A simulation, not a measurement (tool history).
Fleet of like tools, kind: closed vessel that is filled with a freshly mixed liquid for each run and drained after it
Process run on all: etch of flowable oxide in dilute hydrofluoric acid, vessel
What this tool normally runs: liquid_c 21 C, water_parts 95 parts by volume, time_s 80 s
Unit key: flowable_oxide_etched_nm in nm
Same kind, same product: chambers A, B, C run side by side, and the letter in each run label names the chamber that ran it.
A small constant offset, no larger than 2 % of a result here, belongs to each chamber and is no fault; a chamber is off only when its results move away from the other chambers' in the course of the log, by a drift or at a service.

run,day,liquid_c,water_parts,time_s,"read-back film thickness of the flowable oxide reference wafer, read on the same gauge (nm)",flowable_oxide_etched_nm
1C,0.312,21,95,80,90.002,35.116
2A,0.554,21,95,80,90.019,34.961
3B,0.825,21,95,80,89.986,34.706
4B,1.05,21,95,80,89.962,34.913
5A,1.35,21,95,80,89.988,34.85
6C,1.571,21,95,80,90.029,34.935
7A,1.867,21,95,80,89.989,34.958
8C,2.133,21,115,80,90.024,28.482
9B,2.429,21,115,80,89.965,27.862
10C,2.654,21,115,80,90.018,28.082
11B,2.938,21,95,80,90.006,33.977
12A,3.1,21,95,80,89.975,34.74
13B,3.354,21,95,80,89.997,34.675
14C,3.571,21,95,80,90.007,34.59
15A,3.742,21,95,80,90.015,34.588
16A,3.933,21,95,80,90.03,34.667
17B,4.15,21,95,80,89.971,35.364
18C,4.383,21,95,80,89.993,33.826
19B,4.642,21,80,80,89.994,42.376
20C,4.867,21,80,80,89.99,41.25
21A,5.138,21,80,80,90.044,42.212
22B,5.438,21,95,105,90.031,45.339
23A,5.692,21,95,105,90.035,45.032
24C,5.925,21,95,105,89.954,42.89
25B,6.158,21,95,80,90.009,34.681
26C,6.425,21,95,80,89.98,32.093
27A,6.717,21,95,80,90.01,34.548

Predict what each chamber gives when all 3 of them run the settings below next.
28A,6.967,21,95,80,,?
28B,6.967,21,95,80,,?
28C,6.967,21,95,80,,?

run,flowable_oxide_etched_nm
28A,35.069
28B,34.987
28C,30.879
